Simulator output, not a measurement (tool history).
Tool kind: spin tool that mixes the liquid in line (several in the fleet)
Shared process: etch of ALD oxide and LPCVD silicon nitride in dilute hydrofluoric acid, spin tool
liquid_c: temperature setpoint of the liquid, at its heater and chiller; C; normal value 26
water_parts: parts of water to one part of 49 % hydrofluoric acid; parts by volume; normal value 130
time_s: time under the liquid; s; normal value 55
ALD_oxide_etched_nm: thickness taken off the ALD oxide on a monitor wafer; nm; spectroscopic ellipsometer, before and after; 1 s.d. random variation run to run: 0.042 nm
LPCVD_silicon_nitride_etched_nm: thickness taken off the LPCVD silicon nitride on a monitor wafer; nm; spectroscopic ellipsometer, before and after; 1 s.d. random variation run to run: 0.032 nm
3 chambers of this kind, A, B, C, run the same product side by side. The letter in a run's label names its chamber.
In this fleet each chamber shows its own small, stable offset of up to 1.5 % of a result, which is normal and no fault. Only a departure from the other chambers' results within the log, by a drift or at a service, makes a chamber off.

run	hour	liquid_c	water_parts	time_s	read-back film thickness of the ALD oxide reference wafer, read on the same gauge (nm)	read-back film thickness of the LPCVD silicon nitride reference wafer, read on the same gauge (nm)	ALD_oxide_etched_nm	LPCVD_silicon_nitride_etched_nm
1A	3.7	26	130	55	129.98	150.04	5.9263	0.26835
2B	6.6	26	130	55	130.01	150.03	5.9314	0.27314
3C	9.3	26	130	55	130.02	149.97	5.9579	0.23608
4A	12.9	26	130	55	129.97	149.97	5.7884	0.17928
5C	16.8	26	130	55	130	150.01	5.9391	0.30549
6B	19.8	26	130	55	129.99	150.03	5.923	0.26367
7B	22.2	26	130	55	130.01	149.97	5.851	0.24468
8C	24.7	26	130	55	130.01	149.98	5.9288	0.24965
9A	27.3	26	130	55	130	149.95	5.8524	0.19851
10B	30.7	26	130	55	130.02	150	5.9015	0.20643
11C	34	26	130	55	130.01	150.03	5.9565	0.27722
12A	37.5	26	130	55	129.99	149.96	5.8978	0.27004
13C	39.8	26	130	55	130.01	150	5.8744	0.27578
14A	44.8	26	180	75	129.97	150.04	5.5078	0.26197
15B	50.1	26	180	75	130.01	149.98	5.5243	0.27823
16A	54.8	26	180	75	129.98	150.04	5.4641	0.20541
17B	59.9	28	130	40	129.99	149.96	4.6063	0.18609
18C	62.5	28	130	40	130.01	150	4.6891	0.19478
19B	65.8	28	130	40	130	150.03	4.6591	0.1807
20C	68.5	26	130	55	130.01	149.98	5.8643	0.19131
21A	71.1	26	130	55	130.01	149.96	5.871	0.29963
22B	73.6	26	130	55	129.99	150.02	5.9006	0.23471
23C	77.6	26	130	55	130.02	150	5.8891	0.2476
24A	80.1	26	130	55	130.02	149.97	5.8715	0.25365
25B	83	26	130	55	130.02	149.97	5.9368	0.31262
26C	87.5	28.5	100	55	130	150.02	8.8956	0.38272
27A	92.5	28.5	100	55	130.02	149.98	8.7887	0.23832
28A	96	28.5	100	55	129.99	149.99	8.716	0.44197
29C	101.1	26	130	55	129.98	150.01	5.9481	0.23928
30B	105.1	26	130	55	129.99	150	5.9601	0.2552
31C	108.3	26	130	55	129.98	150.08	5.9182	0.2542
32A	113.5	26	130	55	129.99	150	5.8773	0.25795
33B	117.8	26	95	25	129.98	149.99	3.854	0.15419

Read the log: is a single chamber off, either drifting away or since a service, is the gauge that measures every chamber drifting, or is nothing wrong beyond small per-chamber offsets? Name any odd chamber and what most likely caused it.

Nothing is wrong: each chamber keeps only its own small, steady offset and the gauge holds still.
